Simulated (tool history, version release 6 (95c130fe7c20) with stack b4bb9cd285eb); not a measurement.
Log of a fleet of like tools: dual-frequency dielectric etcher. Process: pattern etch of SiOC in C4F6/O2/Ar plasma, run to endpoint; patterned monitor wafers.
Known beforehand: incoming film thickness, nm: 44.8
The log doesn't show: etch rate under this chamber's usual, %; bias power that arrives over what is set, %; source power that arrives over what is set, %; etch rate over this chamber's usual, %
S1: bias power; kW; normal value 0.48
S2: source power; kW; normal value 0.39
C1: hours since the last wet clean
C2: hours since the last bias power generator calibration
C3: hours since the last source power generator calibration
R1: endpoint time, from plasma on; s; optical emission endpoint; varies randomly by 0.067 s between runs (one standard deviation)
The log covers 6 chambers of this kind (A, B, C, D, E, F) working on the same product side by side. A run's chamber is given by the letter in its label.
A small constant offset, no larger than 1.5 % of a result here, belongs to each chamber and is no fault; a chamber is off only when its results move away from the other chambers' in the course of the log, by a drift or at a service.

run,hour,S1,S2,C1,C2,C3,R1
1B,6.7,0.48,0.39,171.5,2488.2,2452.8,15.435
2D,11.1,0.48,0.39,362.3,2838.3,951,15.446
3E,17.5,0.48,0.39,41.6,1416.5,1027.4,15.375
4A,23.6,0.48,0.39,37.5,2125.9,606.2,15.327
5C,29.7,0.423,0.43,267.5,959.5,3004.6,15.755
6F,34,0.423,0.43,516.8,1150.2,2028.8,15.694
7E,38.3,0.423,0.43,62.4,1437.3,1048.2,15.522
8A,43.5,0.423,0.43,57.4,2145.8,626.1,15.452
9F,49.5,0.423,0.43,532.3,1165.7,2044.3,15.581
10B,56,0.423,0.43,220.8,2537.5,2502.1,15.7
11D,60.3,0.48,0.39,411.5,2887.5,1000.2,15.422
12C,63.7,0.48,0.39,301.5,993.5,3038.6,15.665
13E,70.7,0.48,0.39,94.8,1469.7,1080.6,15.478
14B,74.7,0.568,0.39,239.5,2556.2,2520.8,14.624
15D,78.9,0.568,0.39,430.1,2906.1,1018.8,14.518
16F,85.9,0.568,0.39,568.7,1202.1,2080.7,14.545
17C,92.6,0.568,0.39,330.4,1022.4,3067.5,14.611
18A,96.4,0.568,0.39,110.3,2198.7,679,14.355
# hour 102.9: chamber F: wet clean of the chamber
19D,103.3,0.568,0.39,454.5,2930.5,1043.2,14.461
20E,109.1,0.48,0.39,133.2,1508.1,1119,15.467
21A,115.1,0.48,0.39,129,2217.4,697.7,15.217
22B,122.6,0.48,0.43,287.4,2604.1,2568.7,15.04
23C,126.6,0.48,0.43,364.4,1056.4,3101.5,14.984
24F,133.5,0.48,0.43,30.6,1249.7,2128.3,14.816
25E,138.8,0.48,0.43,162.9,1537.8,1148.7,14.872
26A,143.9,0.48,0.43,157.8,2246.2,726.5,14.716
27B,150.5,0.48,0.43,315.3,2632,2596.6,15.105
28F,153.9,0.48,0.39,51,1270.1,2148.7,15.41
29D,160.2,0.48,0.39,511.4,2987.4,1100.1,15.534
30C,166.3,0.48,0.39,404.1,1096.1,3141.2,15.676
31D,171.8,0.376,0.45,523,2999,1111.7,16
# hour 174: chamber D: wet clean of the chamber
32C,177.7,0.376,0.45,415.5,1107.5,3152.6,16.207
33A,184.8,0.376,0.45,198.7,2287.1,767.4,15.821
34E,190.5,0.376,0.45,214.6,1589.5,1200.4,15.908
35F,194.2,0.376,0.45,91.3,1310.4,2189,15.766
36B,200.6,0.376,0.45,365.4,2682.1,2646.7,16.401
37E,206.2,0.48,0.39,230.3,1605.2,1216.1,15.389
38D,213.1,0.48,0.39,39.1,3040.3,1153,15.337
39B,217.8,0.48,0.39,382.6,2699.3,2663.9,15.912
40F,224.5,0.48,0.39,121.6,1340.7,2219.3,15.425
41A,229.4,0.48,0.39,243.3,2331.7,812,15.31

The same settings go to every chamber for the next run, one line per chamber below. Forecast the results for each:
42A,235,0.37,0.39,,,,?
42B,235,0.37,0.39,,,,?
42C,235,0.37,0.39,,,,?
42D,235,0.37,0.39,,,,?
42E,235,0.37,0.39,,,,?
42F,235,0.37,0.39,,,,?

run,R1
42A,16.704
42B,17.554
42C,17.248
42D,16.999
42E,16.945
42F,16.948
